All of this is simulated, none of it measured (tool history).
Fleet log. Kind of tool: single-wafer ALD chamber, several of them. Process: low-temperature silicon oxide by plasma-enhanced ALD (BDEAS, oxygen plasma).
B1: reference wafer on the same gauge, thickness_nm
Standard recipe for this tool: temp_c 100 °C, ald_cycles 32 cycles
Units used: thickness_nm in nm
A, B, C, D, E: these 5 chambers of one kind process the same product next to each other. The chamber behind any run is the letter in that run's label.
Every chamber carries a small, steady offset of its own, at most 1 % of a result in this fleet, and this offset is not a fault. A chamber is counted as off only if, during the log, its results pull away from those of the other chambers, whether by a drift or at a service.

Run 1A, hour 4.4: usual settings; B1 3.7608. Result: thickness_nm 4.6006 nm.
Run 2E, hour 8.6: usual settings; B1 3.7614. Result: thickness_nm 4.6146 nm.
Run 3D, hour 13.9: usual settings; B1 3.763. Result: thickness_nm 4.583 nm.
Run 4C, hour 16.3: usual settings; B1 3.7653. Result: thickness_nm 4.5783 nm.
Run 5B, hour 21: usual settings; B1 3.7643. Result: thickness_nm 4.5966 nm.
Run 6B, hour 25.6: usual settings; B1 3.7629. Result: thickness_nm 4.599 nm.
Run 7E, hour 29.1: usual settings; B1 3.7652. Result: thickness_nm 4.6183 nm.
Run 8A, hour 33: usual settings; B1 3.7662. Result: thickness_nm 4.5927 nm.
Run 9C, hour 36.3: usual settings; B1 3.7679. Result: thickness_nm 4.5929 nm.
Run 10D, hour 40.5: usual settings; B1 3.7684. Result: thickness_nm 4.5819 nm.
Run 11C, hour 43.4: usual settings; B1 3.7674. Result: thickness_nm 4.5933 nm.
Run 12E, hour 46: usual settings; B1 3.7684. Result: thickness_nm 4.6126 nm.
Run 13D, hour 48.5: usual settings; B1 3.7699. Result: thickness_nm 4.597 nm.
Run 14B, hour 50.8: usual settings; B1 3.7711. Result: thickness_nm 4.6071 nm.
Run 15A, hour 53.4: usual settings but temp_c 85 °C; B1 3.7703. Result: thickness_nm 4.8394 nm.
Run 16D, hour 58.6: usual settings but temp_c 85 °C; B1 3.7707. Result: thickness_nm 4.8475 nm.
Run 17C, hour 62.2: usual settings but temp_c 85 °C; B1 3.7729. Result: thickness_nm 4.8462 nm.
Run 18B, hour 66.2: usual settings but temp_c 85 °C; B1 3.7739. Result: thickness_nm 4.8507 nm.
Run 19A, hour 70.7: usual settings but temp_c 85 °C; B1 3.7748. Result: thickness_nm 4.8374 nm.
Run 20E, hour 73.7: usual settings but temp_c 112 °C; B1 3.774. Result: thickness_nm 4.5323 nm.
Run 21E, hour 76.7: usual settings but temp_c 112 °C; B1 3.7755. Result: thickness_nm 4.5258 nm.
Run 22A, hour 81.1: usual settings but temp_c 112 °C; B1 3.775. Result: thickness_nm 4.4996 nm.
Run 23D, hour 83.5: usual settings but temp_c 112 °C; B1 3.7753. Result: thickness_nm 4.5064 nm.
Run 24C, hour 86.7: usual settings but temp_c 112 °C; B1 3.7761. Result: thickness_nm 4.5006 nm.
Run 25B, hour 91.8: usual settings; B1 3.7781. Result: thickness_nm 4.598 nm.
Run 26A, hour 94.3: usual settings but temp_c 91 °C; B1 3.7791. Result: thickness_nm 4.7478 nm.
Run 27D, hour 97.3: usual settings but temp_c 91 °C; B1 3.7777. Result: thickness_nm 4.7476 nm.
Run 28B, hour 102.1: usual settings but temp_c 91 °C; B1 3.7804. Result: thickness_nm 4.7778 nm.
Run 29E, hour 106.7: usual settings but temp_c 91 °C; B1 3.7817. Result: thickness_nm 4.7881 nm.
Run 30C, hour 111.6: usual settings but temp_c 91 °C; B1 3.7815. Result: thickness_nm 4.7633 nm.
Run 31C, hour 114.9: usual settings; B1 3.7818. Result: thickness_nm 4.618 nm.

Next, all 5 chambers run the settings below, one line each with question marks for the results. What does each chamber give?
Run 32A, hour 118.7: usual settings. Result: thickness_nm ?.
Run 32B, hour 118.7: usual settings. Result: thickness_nm ?.
Run 32C, hour 118.7: usual settings. Result: thickness_nm ?.
Run 32D, hour 118.7: usual settings. Result: thickness_nm ?.
Run 32E, hour 118.7: usual settings. Result: thickness_nm ?.

run  thickness_nm
32A        4.6096
32B        4.6305
32C        4.6153
32D        4.6218
32E        4.6411
